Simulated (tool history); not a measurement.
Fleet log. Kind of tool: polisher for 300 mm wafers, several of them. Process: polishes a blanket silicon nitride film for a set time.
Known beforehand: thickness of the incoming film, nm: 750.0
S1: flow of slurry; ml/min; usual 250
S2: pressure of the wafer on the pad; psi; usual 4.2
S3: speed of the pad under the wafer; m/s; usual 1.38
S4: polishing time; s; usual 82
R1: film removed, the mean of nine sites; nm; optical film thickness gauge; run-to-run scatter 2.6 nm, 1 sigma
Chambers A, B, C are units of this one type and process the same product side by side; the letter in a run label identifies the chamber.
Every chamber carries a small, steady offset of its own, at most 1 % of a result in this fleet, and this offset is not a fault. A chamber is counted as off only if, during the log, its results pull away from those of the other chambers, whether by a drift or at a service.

run	hour	S1	S2	S3	S4	R1
# hour 4.5: chamber C: head pressure recalibrated
1B	4.6	250	4.2	1.38	82	182.69
2C	10.5	250	4.2	1.38	82	186.32
3A	14.9	250	4.2	1.38	82	187.7
4B	21.3	250	4.2	1.38	82	182.42
5C	26.4	250	4.2	1.38	82	185.74
# hour 26.7: chamber B: worn pad replaced by a new one
6A	31.6	250	4.2	1.38	82	182.04
7B	36	250	4.2	1.38	82	185.1
8C	41.3	250	4.2	1.08	62	114.94
9A	45.6	250	4.2	1.08	62	117.55
10B	49.1	250	4.2	1.08	62	114.33
11C	53.1	250	4.2	1.38	82	184.54
12A	57.4	250	4.2	1.38	82	179.5
13A	60.9	250	4.2	1.38	82	182.24
14B	67	250	4.2	1.38	82	185.23
15C	71.7	250	4.2	1.38	82	176.28
16A	75.1	250	4.2	1.38	82	185.42
# hour 75.8: chamber A: worn pad replaced by a new one
17C	80	250	4.2	1.38	82	172.19
18B	83.2	250	4.2	1.38	82	186.86
19B	87.7	250	4.2	1.38	82	183.3
20C	93.1	250	4.2	1.38	82	170.69
21A	98.7	250	4.2	1.38	82	186.54

Has any chamber moved away from the others, gradually or after a service, or does the common gauge drift, or do the chambers differ only by their own small steady offsets? State the chamber and the most likely cause if one applies.

Chamber C drifts away from the others.
Most likely cause: removal rate lost through wear of the pad, % = 9.21.
The log may not separate it from: head's pressure below its setpoint, %.

Which of the 4 candidates below, each the usual settings with something changed and its results left as question marks, puts chamber C back in line with what the other chambers give on the usual settings?
To be in line, a result may differ from the other chambers' mean on the usual settings by at most: R1 9 nm
22C-1	103.3	250	3.6	1.22	82	?
22C-2	103.3	250	4	1.34	79	?
22C-3	103.3	255	4.7	1.38	92	?
22C-4	103.3	250	4.4	1.42	85	?

What the other chambers average on the usual settings: R1 185.55 nm
run	R1
22C-1	130.18
22C-2	150.06
22C-3	210.26
22C-4	185.86
22C-4 puts the chamber back in line with the other chambers.

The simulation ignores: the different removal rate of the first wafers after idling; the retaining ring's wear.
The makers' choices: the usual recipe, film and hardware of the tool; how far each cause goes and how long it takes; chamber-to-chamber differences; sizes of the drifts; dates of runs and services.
